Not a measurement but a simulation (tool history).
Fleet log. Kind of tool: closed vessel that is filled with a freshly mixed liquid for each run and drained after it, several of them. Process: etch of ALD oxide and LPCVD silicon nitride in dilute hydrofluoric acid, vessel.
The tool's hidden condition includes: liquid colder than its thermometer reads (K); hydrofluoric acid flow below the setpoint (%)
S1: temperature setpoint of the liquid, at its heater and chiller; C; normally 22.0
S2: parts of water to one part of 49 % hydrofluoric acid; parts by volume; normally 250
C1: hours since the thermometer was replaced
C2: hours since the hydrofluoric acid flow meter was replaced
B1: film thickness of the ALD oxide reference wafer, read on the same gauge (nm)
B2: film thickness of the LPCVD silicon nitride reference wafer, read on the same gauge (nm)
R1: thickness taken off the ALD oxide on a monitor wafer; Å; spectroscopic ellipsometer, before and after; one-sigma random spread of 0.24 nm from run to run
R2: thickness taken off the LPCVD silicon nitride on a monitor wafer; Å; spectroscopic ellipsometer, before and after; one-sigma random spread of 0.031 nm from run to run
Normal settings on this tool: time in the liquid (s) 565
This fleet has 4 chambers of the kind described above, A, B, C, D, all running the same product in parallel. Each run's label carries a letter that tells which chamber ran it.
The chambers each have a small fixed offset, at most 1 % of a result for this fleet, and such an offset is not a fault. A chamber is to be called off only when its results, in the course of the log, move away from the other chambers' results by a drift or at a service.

run 1D hour=8.8 | S1=22.0 S2=250 time_in_the_liquid_(s)=565 | C1=2042.6 C2=379.9 | B1=29.993 B2=100.010 | R1=381.11 R2=10.2950
run 2C hour=14.0 | S1=22.0 S2=250 time_in_the_liquid_(s)=565 | C1=155.9 C2=510.7 | B1=30.008 B2=100.030 | R1=385.77 R2=10.0530
run 3B hour=19.9 | S1=22.0 S2=250 time_in_the_liquid_(s)=565 | C1=274.5 C2=214.6 | B1=29.983 B2=99.983 | R1=389.49 R2=10.6230
run 4A hour=26.8 | S1=22.0 S2=250 time_in_the_liquid_(s)=565 | C1=1236.0 C2=789.0 | B1=29.992 B2=99.996 | R1=386.83 R2=10.3520
run 5A hour=32.9 | S1=17.5 S2=250 time_in_the_liquid_(s)=565 | C1=1242.1 C2=795.1 | B1=29.994 B2=100.010 | R1=323.45 R2=7.2647
run 6C hour=38.5 | S1=17.5 S2=250 time_in_the_liquid_(s)=565 | C1=180.4 C2=535.2 | B1=30.015 B2=100.010 | R1=322.12 R2=7.8269
run 7D hour=46.3 | S1=17.5 S2=250 time_in_the_liquid_(s)=565 | C1=2080.1 C2=417.4 | B1=29.978 B2=100.010 | R1=317.35 R2=7.2553
run 8B hour=53.2 | S1=17.5 S2=250 time_in_the_liquid_(s)=565 | C1=307.8 C2=247.9 | B1=30.010 B2=100.000 | R1=324.54 R2=7.7702
run 9D hour=57.5 | S1=22.0 S2=250 time_in_the_liquid_(s)=565 | C1=2091.3 C2=428.6 | B1=30.001 B2=99.985 | R1=382.30 R2=10.4650
run 10A hour=62.2 | S1=22.0 S2=250 time_in_the_liquid_(s)=565 | C1=1271.4 C2=824.4 | B1=30.007 B2=99.990 | R1=383.67 R2=10.2510
-- hour=65.5 chamber D: thermometer replaced
run 11C hour=69.8 | S1=22.0 S2=250 time_in_the_liquid_(s)=565 | C1=211.7 C2=566.5 | B1=30.006 B2=100.000 | R1=379.32 R2=10.0460
run 12B hour=79.0 | S1=22.0 S2=250 time_in_the_liquid_(s)=565 | C1=333.6 C2=273.7 | B1=30.009 B2=100.010 | R1=386.22 R2=10.3960
run 13D hour=88.4 | S1=22.0 S2=250 time_in_the_liquid_(s)=565 | C1=22.9 C2=459.5 | B1=29.984 B2=99.987 | R1=380.79 R2=10.2360
run 14B hour=96.9 | S1=26.0 S2=250 time_in_the_liquid_(s)=565 | C1=351.5 C2=291.6 | B1=29.990 B2=99.996 | R1=444.70 R2=13.1090
run 15A hour=104.6 | S1=26.0 S2=250 time_in_the_liquid_(s)=565 | C1=1313.8 C2=866.8 | B1=29.996 B2=100.000 | R1=448.17 R2=13.2490
run 16C hour=110.3 | S1=26.0 S2=250 time_in_the_liquid_(s)=565 | C1=252.2 C2=607.0 | B1=30.016 B2=99.978 | R1=430.20 R2=12.6520
run 17B hour=116.6 | S1=26.0 S2=250 time_in_the_liquid_(s)=565 | C1=371.2 C2=311.3 | B1=29.994 B2=100.030 | R1=449.34 R2=12.9790
run 18D hour=123.0 | S1=22.0 S2=250 time_in_the_liquid_(s)=565 | C1=57.5 C2=494.1 | B1=29.990 B2=100.000 | R1=380.68 R2=10.4410
run 19C hour=131.3 | S1=22.0 S2=250 time_in_the_liquid_(s)=390 | C1=273.2 C2=628.0 | B1=30.003 B2=99.995 | R1=257.80 R2=6.9650
run 20A hour=138.8 | S1=22.0 S2=250 time_in_the_liquid_(s)=390 | C1=1348.0 C2=901.0 | B1=30.005 B2=99.990 | R1=264.81 R2=7.0268
run 21C hour=143.9 | S1=22.0 S2=250 time_in_the_liquid_(s)=390 | C1=285.8 C2=640.6 | B1=30.009 B2=99.997 | R1=258.06 R2=6.8515
run 22B hour=149.7 | S1=22.0 S2=250 time_in_the_liquid_(s)=390 | C1=404.3 C2=344.4 | B1=30.003 B2=99.983 | R1=264.70 R2=7.1247
run 23A hour=156.7 | S1=22.0 S2=250 time_in_the_liquid_(s)=565 | C1=1365.9 C2=918.9 | B1=29.994 B2=100.000 | R1=383.68 R2=10.2090
run 24D hour=164.0 | S1=22.0 S2=250 time_in_the_liquid_(s)=565 | C1=98.5 C2=535.1 | B1=30.000 B2=99.989 | R1=376.78 R2=9.9961
run 25B hour=168.4 | S1=22.0 S2=205 time_in_the_liquid_(s)=565 | C1=423.0 C2=363.1 | B1=30.006 B2=99.999 | R1=492.65 R2=13.2810
run 26C hour=176.5 | S1=22.0 S2=205 time_in_the_liquid_(s)=565 | C1=318.4 C2=673.2 | B1=30.000 B2=100.020 | R1=467.55 R2=11.9300
run 27D hour=185.1 | S1=22.0 S2=205 time_in_the_liquid_(s)=565 | C1=119.6 C2=556.2 | B1=30.004 B2=99.995 | R1=492.10 R2=12.3890
run 28A hour=194.2 | S1=22.0 S2=205 time_in_the_liquid_(s)=565 | C1=1403.4 C2=956.4 | B1=30.010 B2=99.997 | R1=496.82 R2=12.5370
run 29A hour=199.8 | S1=22.0 S2=250 time_in_the_liquid_(s)=565 | C1=1409.0 C2=962.0 | B1=30.006 B2=99.977 | R1=387.22 R2=10.1840
run 30D hour=204.2 | S1=22.0 S2=250 time_in_the_liquid_(s)=565 | C1=138.7 C2=575.3 | B1=30.000 B2=100.020 | R1=378.39 R2=10.3850
run 31B hour=210.4 | S1=22.0 S2=250 time_in_the_liquid_(s)=565 | C1=465.0 C2=405.1 | B1=30.011 B2=100.030 | R1=390.30 R2=10.9520
run 32C hour=215.2 | S1=22.0 S2=250 time_in_the_liquid_(s)=565 | C1=357.1 C2=711.9 | B1=29.994 B2=99.999 | R1=363.25 R2=9.4631
run 33C hour=224.3 | S1=22.0 S2=250 time_in_the_liquid_(s)=565 | C1=366.2 C2=721.0 | B1=29.991 B2=99.992 | R1=362.59 R2=9.4128
run 34D hour=230.2 | S1=22.0 S2=250 time_in_the_liquid_(s)=565 | C1=164.7 C2=601.3 | B1=30.017 B2=99.998 | R1=379.59 R2=10.2820
run 35A hour=235.5 | S1=22.0 S2=250 time_in_the_liquid_(s)=565 | C1=1444.7 C2=997.7 | B1=29.987 B2=100.020 | R1=384.29 R2=10.3800

Predict what each chamber gives when all 4 of them run the settings below next.
run 36A hour=242.3 | S1=22.0 S2=250 time_in_the_liquid_(s)=565 | R1=? R2=?
run 36B hour=242.3 | S1=22.0 S2=250 time_in_the_liquid_(s)=565 | R1=? R2=?
run 36C hour=242.3 | S1=22.0 S2=250 time_in_the_liquid_(s)=565 | R1=? R2=?
run 36D hour=242.3 | S1=22.0 S2=250 time_in_the_liquid_(s)=565 | R1=? R2=?

run=36A R1=387.12 R2=10.1030
run=36B R1=385.16 R2=10.5680
run=36C R1=359.47 R2=9.4610
run=36D R1=377.77 R2=10.0620
